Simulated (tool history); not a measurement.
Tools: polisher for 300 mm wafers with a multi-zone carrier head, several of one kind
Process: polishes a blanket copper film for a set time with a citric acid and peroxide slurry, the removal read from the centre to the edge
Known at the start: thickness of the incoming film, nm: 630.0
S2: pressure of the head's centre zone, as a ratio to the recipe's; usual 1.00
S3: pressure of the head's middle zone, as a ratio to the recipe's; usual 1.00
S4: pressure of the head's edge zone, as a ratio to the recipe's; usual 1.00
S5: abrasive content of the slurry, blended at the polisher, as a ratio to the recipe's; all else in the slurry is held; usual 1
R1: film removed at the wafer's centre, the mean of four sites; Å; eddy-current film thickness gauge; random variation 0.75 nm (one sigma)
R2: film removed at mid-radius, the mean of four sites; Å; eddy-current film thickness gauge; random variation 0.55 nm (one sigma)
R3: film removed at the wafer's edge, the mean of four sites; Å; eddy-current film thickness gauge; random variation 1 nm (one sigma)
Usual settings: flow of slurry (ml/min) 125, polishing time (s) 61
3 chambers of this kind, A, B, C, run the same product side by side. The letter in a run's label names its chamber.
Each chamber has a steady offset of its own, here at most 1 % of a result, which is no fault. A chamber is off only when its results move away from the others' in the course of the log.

run 1A hour=12.7 | flow_of_slurry_(ml/min)=125 S2=1.00 S3=1.00 S4=1.00 S5=1 polishing_time_(s)=61 | R1=909.80 R2=910.87 R3=928.28
-- hour=13.5 chamber C: slurry nozzle cleaned
run 2B hour=21.3 | flow_of_slurry_(ml/min)=125 S2=1.00 S3=1.00 S4=1.00 S5=1 polishing_time_(s)=61 | R1=930.95 R2=925.55 R3=913.31
run 3C hour=27.3 | flow_of_slurry_(ml/min)=125 S2=1.00 S3=1.00 S4=1.00 S5=1 polishing_time_(s)=61 | R1=910.56 R2=922.33 R3=914.26
run 4C hour=37.7 | flow_of_slurry_(ml/min)=125 S2=1.00 S3=1.00 S4=1.00 S5=1 polishing_time_(s)=61 | R1=926.24 R2=914.88 R3=914.69
run 5B hour=45.9 | flow_of_slurry_(ml/min)=125 S2=1.00 S3=1.06 S4=1.00 S5=1 polishing_time_(s)=61 | R1=926.17 R2=967.73 R3=916.15
run 6A hour=52.1 | flow_of_slurry_(ml/min)=125 S2=1.00 S3=1.06 S4=1.00 S5=1 polishing_time_(s)=61 | R1=911.93 R2=958.98 R3=914.09
-- hour=55.3 chamber B: worn pad replaced by a new one
run 7B hour=58.6 | flow_of_slurry_(ml/min)=125 S2=1.00 S3=1.06 S4=1.00 S5=1 polishing_time_(s)=61 | R1=918.59 R2=983.10 R3=908.40
-- hour=65.3 chamber A: worn pad replaced by a new one
run 8C hour=67.4 | flow_of_slurry_(ml/min)=125 S2=1.00 S3=1.00 S4=1.00 S5=1 polishing_time_(s)=61 | R1=926.57 R2=921.99 R3=917.66
run 9A hour=73.4 | flow_of_slurry_(ml/min)=125 S2=1.07 S3=1.04 S4=1.00 S5=1 polishing_time_(s)=61 | R1=998.44 R2=937.75 R3=903.15
-- hour=79.4 chamber C: worn pad replaced by a new one
run 10C hour=80.8 | flow_of_slurry_(ml/min)=125 S2=1.07 S3=1.04 S4=1.00 S5=1 polishing_time_(s)=61 | R1=972.67 R2=956.15 R3=926.24
run 11A hour=92.8 | flow_of_slurry_(ml/min)=125 S2=1.07 S3=1.04 S4=1.00 S5=1 polishing_time_(s)=61 | R1=987.05 R2=942.86 R3=918.40
-- hour=100.5 chamber B: slurry nozzle cleaned
run 12B hour=101.6 | flow_of_slurry_(ml/min)=125 S2=1.00 S3=1.00 S4=1.00 S5=1 polishing_time_(s)=61 | R1=915.18 R2=913.79 R3=918.74
run 13A hour=108.2 | flow_of_slurry_(ml/min)=125 S2=1.00 S3=1.00 S4=1.00 S5=1 polishing_time_(s)=61 | R1=924.91 R2=914.62 R3=892.18
run 14B hour=116.8 | flow_of_slurry_(ml/min)=100 S2=1.05 S3=1.00 S4=1.00 S5=1 polishing_time_(s)=61 | R1=911.38 R2=883.59 R3=876.55
run 15C hour=124.6 | flow_of_slurry_(ml/min)=100 S2=1.05 S3=1.00 S4=1.00 S5=1 polishing_time_(s)=61 | R1=931.59 R2=870.52 R3=890.44
-- hour=129.4 chamber B: worn pad replaced by a new one
run 16A hour=135.5 | flow_of_slurry_(ml/min)=100 S2=1.05 S3=1.00 S4=1.00 S5=1 polishing_time_(s)=61 | R1=920.85 R2=859.50 R3=879.77
run 17B hour=148.7 | flow_of_slurry_(ml/min)=125 S2=1.00 S3=1.00 S4=1.00 S5=1 polishing_time_(s)=61 | R1=918.82 R2=922.19 R3=917.15
-- hour=162.1 chamber A: worn pad replaced by a new one
run 18C hour=162.1 | flow_of_slurry_(ml/min)=125 S2=1.00 S3=1.00 S4=1.00 S5=1 polishing_time_(s)=61 | R1=916.48 R2=918.28 R3=918.14
-- hour=165.3 chamber A: edge zone pressure recalibrated
run 19C hour=175.3 | flow_of_slurry_(ml/min)=125 S2=1.00 S3=1.00 S4=1.00 S5=1 polishing_time_(s)=61 | R1=926.33 R2=917.75 R3=910.43
run 20A hour=184.2 | flow_of_slurry_(ml/min)=125 S2=1.00 S3=1.00 S4=1.00 S5=1 polishing_time_(s)=61 | R1=912.38 R2=914.03 R3=912.61
-- hour=185.2 chamber C: worn pad replaced by a new one
-- hour=188.4 chamber A: slurry nozzle cleaned
run 21B hour=194.9 | flow_of_slurry_(ml/min)=125 S2=1.00 S3=1.00 S4=1.00 S5=1 polishing_time_(s)=61 | R1=917.70 R2=929.09 R3=920.61
run 22C hour=208.5 | flow_of_slurry_(ml/min)=125 S2=1.00 S3=1.00 S4=1.00 S5=1 polishing_time_(s)=61 | R1=925.15 R2=912.78 R3=916.31
-- hour=213.9 chamber B: worn pad replaced by a new one
-- hour=214.7 chamber B: centre zone pressure recalibrated
run 23A hour=219.0 | flow_of_slurry_(ml/min)=125 S2=1.00 S3=1.00 S4=1.00 S5=1 polishing_time_(s)=61 | R1=915.46 R2=922.25 R3=912.77
run 24B hour=226.6 | flow_of_slurry_(ml/min)=125 S2=1.00 S3=1.00 S4=1.00 S5=1 polishing_time_(s)=61 | R1=991.92 R2=914.44 R3=932.49
run 25C hour=239.4 | flow_of_slurry_(ml/min)=125 S2=1.00 S3=1.00 S4=0.89 S5=1 polishing_time_(s)=61 | R1=927.85 R2=909.81 R3=853.76
-- hour=239.9 chamber A: worn pad replaced by a new one
run 26A hour=251.0 | flow_of_slurry_(ml/min)=125 S2=1.00 S3=1.00 S4=0.89 S5=1 polishing_time_(s)=61 | R1=918.23 R2=915.78 R3=860.21
-- hour=252.4 chamber C: centre zone pressure recalibrated
run 27B hour=259.7 | flow_of_slurry_(ml/min)=125 S2=1.00 S3=1.00 S4=0.89 S5=1 polishing_time_(s)=61 | R1=986.55 R2=922.22 R3=859.50
run 28C hour=269.1 | flow_of_slurry_(ml/min)=125 S2=1.00 S3=1.00 S4=1.00 S5=1 polishing_time_(s)=61 | R1=920.37 R2=914.24 R3=928.34
-- hour=272.5 chamber C: worn pad replaced by a new one
run 29B hour=275.5 | flow_of_slurry_(ml/min)=125 S2=1.00 S3=1.00 S4=1.00 S5=1 polishing_time_(s)=61 | R1=976.76 R2=927.62 R3=920.52
-- hour=287.9 chamber B: worn pad replaced by a new one
run 30A hour=289.0 | flow_of_slurry_(ml/min)=125 S2=1.00 S3=1.00 S4=1.00 S5=1 polishing_time_(s)=61 | R1=914.96 R2=917.71 R3=898.55
run 31B hour=297.3 | flow_of_slurry_(ml/min)=125 S2=1.00 S3=1.00 S4=1.00 S5=1 polishing_time_(s)=61 | R1=966.67 R2=914.11 R3=921.00
run 32C hour=304.6 | flow_of_slurry_(ml/min)=125 S2=1.00 S3=1.00 S4=1.00 S5=1 polishing_time_(s)=61 | R1=910.62 R2=934.92 R3=922.33
run 33A hour=313.6 | flow_of_slurry_(ml/min)=125 S2=1.00 S3=1.00 S4=1.00 S5=1 polishing_time_(s)=61 | R1=905.32 R2=899.20 R3=913.36
run 34C hour=326.6 | flow_of_slurry_(ml/min)=125 S2=1.00 S3=1.00 S4=1.00 S5=1 polishing_time_(s)=61 | R1=912.53 R2=917.53 R3=906.16
-- hour=329.2 chamber C: edge zone pressure recalibrated
run 35B hour=334.2 | flow_of_slurry_(ml/min)=125 S2=1.00 S3=1.00 S4=1.00 S5=1 polishing_time_(s)=61 | R1=982.64 R2=929.51 R3=927.10
-- hour=340.0 chamber A: worn pad replaced by a new one
run 36A hour=347.8 | flow_of_slurry_(ml/min)=125 S2=1.00 S3=1.00 S4=1.00 S5=1 polishing_time_(s)=61 | R1=922.18 R2=912.90 R3=909.91
run 37C hour=359.1 | flow_of_slurry_(ml/min)=125 S2=1.00 S3=1.00 S4=1.00 S5=1 polishing_time_(s)=61 | R1=914.31 R2=912.98 R3=923.70
-- hour=363.2 chamber B: worn pad replaced by a new one
run 38B hour=371.5 | flow_of_slurry_(ml/min)=125 S2=1.00 S3=1.00 S4=1.00 S5=1 polishing_time_(s)=61 | R1=970.99 R2=926.68 R3=917.35
-- hour=377.3 chamber C: worn pad replaced by a new one
run 39A hour=383.4 | flow_of_slurry_(ml/min)=125 S2=1.00 S3=1.00 S4=1.00 S5=1 polishing_time_(s)=61 | R1=928.32 R2=902.49 R3=918.48
run 40C hour=392.7 | flow_of_slurry_(ml/min)=125 S2=1.00 S3=1.00 S4=1.00 S5=1 polishing_time_(s)=61 | R1=925.15 R2=914.84 R3=923.40

Is one chamber off against the others, does the gauge drift, or is nothing wrong? If a chamber is off, say which, and what the likeliest cause is.

A service left chamber B off against the others.
Cause: centre zone's pressure above its setpoint, % = 5.44.

Here are 4 candidates for chamber B's next run, each the usual settings with a change, their results left as question marks. Which one brings its results back in line with what the others give on the usual settings?
In line means no further than this from the other chambers' mean on the usual settings: R1 27.00 Å; R2 19.00 Å; R3 36.00 Å
run 41B-1 hour=402.6 | flow_of_slurry_(ml/min)=130 S2=1.04 S3=1.00 S4=0.98 S5=1 polishing_time_(s)=61 | R1=? R2=? R3=?
run 41B-2 hour=402.6 | flow_of_slurry_(ml/min)=120 S2=0.96 S3=1.00 S4=1.02 S5=1 polishing_time_(s)=61 | R1=? R2=? R3=?
run 41B-3 hour=402.6 | flow_of_slurry_(ml/min)=130 S2=1.08 S3=0.99 S4=0.97 S5=1 polishing_time_(s)=62 | R1=? R2=? R3=?
run 41B-4 hour=402.6 | flow_of_slurry_(ml/min)=120 S2=0.92 S3=1.01 S4=1.03 S5=1 polishing_time_(s)=60 | R1=? R2=? R3=?

The other chambers' mean on the usual settings: R1 920.84 Å; R2 914.82 Å; R3 917.12 Å
run=41B-1 R1=1027.20 R2=929.52 R3=917.12
run=41B-2 R1=922.56 R2=913.41 R3=924.78
run=41B-3 R1=1087.40 R2=935.96 R3=927.35
run=41B-4 R1=866.28 R2=906.80 R3=914.19
41B-2 brings the chamber back in line.
